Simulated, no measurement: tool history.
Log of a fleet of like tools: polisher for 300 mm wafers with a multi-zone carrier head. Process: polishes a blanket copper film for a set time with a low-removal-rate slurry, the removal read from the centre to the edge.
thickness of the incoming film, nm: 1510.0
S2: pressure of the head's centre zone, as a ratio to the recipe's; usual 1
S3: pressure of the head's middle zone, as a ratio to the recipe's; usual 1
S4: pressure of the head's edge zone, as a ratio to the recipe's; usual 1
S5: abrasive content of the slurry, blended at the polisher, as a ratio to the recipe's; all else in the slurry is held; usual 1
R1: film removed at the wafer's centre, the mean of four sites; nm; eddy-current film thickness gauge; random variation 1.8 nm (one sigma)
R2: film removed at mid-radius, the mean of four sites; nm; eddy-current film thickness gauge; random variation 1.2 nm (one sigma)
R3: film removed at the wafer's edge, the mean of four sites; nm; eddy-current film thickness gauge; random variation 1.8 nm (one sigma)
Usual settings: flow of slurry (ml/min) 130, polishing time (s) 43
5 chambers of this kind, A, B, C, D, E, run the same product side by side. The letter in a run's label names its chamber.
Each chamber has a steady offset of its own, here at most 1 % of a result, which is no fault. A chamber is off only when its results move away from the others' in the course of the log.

Run 1B, day 0.175: usual settings. Result: R1 123 nm, R2 118.62 nm, R3 119.26 nm.
Run 2E, day 0.438: usual settings. Result: R1 114.79 nm, R2 120.83 nm, R3 118.88 nm.
At day 0.571: chamber D: worn pad replaced by a new one.
At day 0.633: chamber E: worn pad replaced by a new one.
Run 3C, day 0.654: usual settings. Result: R1 121.64 nm, R2 119.55 nm, R3 121.32 nm.
Run 4D, day 0.796: usual settings. Result: R1 119.16 nm, R2 121.87 nm, R3 120.33 nm.
Run 5A, day 1.058: usual settings. Result: R1 116.71 nm, R2 118.41 nm, R3 118.47 nm.
Run 6D, day 1.321: usual settings. Result: R1 124.98 nm, R2 119.27 nm, R3 116.62 nm.
At day 1.396: chamber C: worn pad replaced by a new one.
At day 1.421: chamber C: slurry nozzle cleaned.
At day 1.421: chamber E: centre zone pressure recalibrated.
Run 7C, day 1.496: usual settings. Result: R1 123.63 nm, R2 120.77 nm, R3 120.08 nm.
Run 8B, day 1.7: usual settings. Result: R1 120.34 nm, R2 120.32 nm, R3 120.19 nm.
Run 9A, day 1.942: usual settings but S2 1.1, S3 0.95. Result: R1 130.74 nm, R2 111.17 nm, R3 120.27 nm.
At day 2.062: chamber A: slurry nozzle cleaned.
Run 10E, day 2.138: usual settings but S2 1.1, S3 0.95. Result: R1 132.32 nm, R2 114.98 nm, R3 119.24 nm.
At day 2.233: chamber D: slurry nozzle cleaned.
Run 11E, day 2.296: usual settings but S2 1.1, S3 0.95. Result: R1 129.97 nm, R2 113.71 nm, R3 122.34 nm.
At day 2.45: chamber A: worn pad replaced by a new one.
Run 12C, day 2.529: usual settings but S2 1.1, S3 0.95. Result: R1 132.2 nm, R2 114.69 nm, R3 117.18 nm.
Run 13A, day 2.696: usual settings but S2 1.1, S3 0.95. Result: R1 131.16 nm, R2 113.18 nm, R3 117.86 nm.
Run 14D, day 2.958: usual settings. Result: R1 121.95 nm, R2 121.02 nm, R3 118.6 nm.
At day 3.071: chamber B: worn pad replaced by a new one.
Run 15B, day 3.225: usual settings but S2 0.96, S5 0.7. Result: R1 106.66 nm, R2 108.61 nm, R3 106.53 nm.
Run 16D, day 3.383: usual settings but S2 0.96, S5 0.7. Result: R1 103.81 nm, R2 111.97 nm, R3 110.17 nm.
At day 3.408: chamber C: worn pad replaced by a new one.
Run 17C, day 3.521: usual settings but S2 0.96, S5 0.7. Result: R1 107.2 nm, R2 112.02 nm, R3 109.3 nm.
Run 18B, day 3.654: usual settings but S2 0.96, S5 0.7. Result: R1 104.01 nm, R2 107.41 nm, R3 111 nm.
Run 19A, day 3.829: usual settings but S2 0.96, S5 0.7. Result: R1 104.51 nm, R2 111.19 nm, R3 108.27 nm.
Run 20E, day 4.017: usual settings. Result: R1 117.12 nm, R2 121.02 nm, R3 121.75 nm.
Run 21D, day 4.204: usual settings. Result: R1 119.45 nm, R2 119.86 nm, R3 117.58 nm.
Run 22A, day 4.433: usual settings. Result: R1 115.57 nm, R2 116.53 nm, R3 118.86 nm.
Run 23E, day 4.592: usual settings but polishing time (s) 34. Result: R1 93.457 nm, R2 95.433 nm, R3 94.294 nm.
At day 4.738: chamber D: edge zone pressure recalibrated.
At day 4.742: chamber E: worn pad replaced by a new one.
Run 24C, day 4.783: usual settings but polishing time (s) 34. Result: R1 96.01 nm, R2 96.253 nm, R3 93.449 nm.
At day 4.979: chamber A: worn pad replaced by a new one.
Run 25B, day 4.992: usual settings but polishing time (s) 34. Result: R1 89.446 nm, R2 88.16 nm, R3 91.168 nm.
At day 5.067: chamber D: worn pad replaced by a new one.
Run 26E, day 5.192: usual settings but polishing time (s) 34. Result: R1 93.58 nm, R2 93.459 nm, R3 93.443 nm.
Run 27A, day 5.304: usual settings but polishing time (s) 34. Result: R1 92.84 nm, R2 94.332 nm, R3 95.079 nm.
At day 5.512: chamber C: worn pad replaced by a new one.
Run 28B, day 5.55: usual settings. Result: R1 109.7 nm, R2 110.25 nm, R3 114.73 nm.
Run 29C, day 5.708: usual settings but S5 1.2, polishing time (s) 36. Result: R1 103.32 nm, R2 103.49 nm, R3 104.62 nm.
Run 30D, day 5.858: usual settings but S5 1.2, polishing time (s) 36. Result: R1 107.42 nm, R2 105.24 nm, R3 104.28 nm.
Run 31E, day 6.104: usual settings but S5 1.2, polishing time (s) 36. Result: R1 102.09 nm, R2 103.31 nm, R3 102.55 nm.
Run 32C, day 6.296: usual settings but S5 1.2, polishing time (s) 36. Result: R1 104.33 nm, R2 103.65 nm, R3 104.4 nm.
Run 33D, day 6.442: usual settings but S5 1.2, polishing time (s) 36. Result: R1 106.03 nm, R2 103.35 nm, R3 105.27 nm.
Run 34A, day 6.704: usual settings. Result: R1 120.03 nm, R2 119.36 nm, R3 119.71 nm.
Run 35B, day 6.825: usual settings. Result: R1 105.4 nm, R2 105.54 nm, R3 111.94 nm.
Run 36C, day 7.054: usual settings. Result: R1 118.04 nm, R2 120.44 nm, R3 119.96 nm.

Next, every chamber runs the same settings. What will each give?
Run 37A, day 7.246: usual settings. Result: R1 ?, R2 ?, R3 ?.
Run 37B, day 7.246: usual settings. Result: R1 ?, R2 ?, R3 ?.
Run 37C, day 7.246: usual settings. Result: R1 ?, R2 ?, R3 ?.
Run 37D, day 7.246: usual settings. Result: R1 ?, R2 ?, R3 ?.
Run 37E, day 7.246: usual settings. Result: R1 ?, R2 ?, R3 ?.

run      R1      R2      R3
37A  116.04  119.57  118.99
37B  102.28  105.05  107.13
37C  120.94  119.27  121.38
37D  119.86  121.45  122.39
37E  117.52  118.52  120.43

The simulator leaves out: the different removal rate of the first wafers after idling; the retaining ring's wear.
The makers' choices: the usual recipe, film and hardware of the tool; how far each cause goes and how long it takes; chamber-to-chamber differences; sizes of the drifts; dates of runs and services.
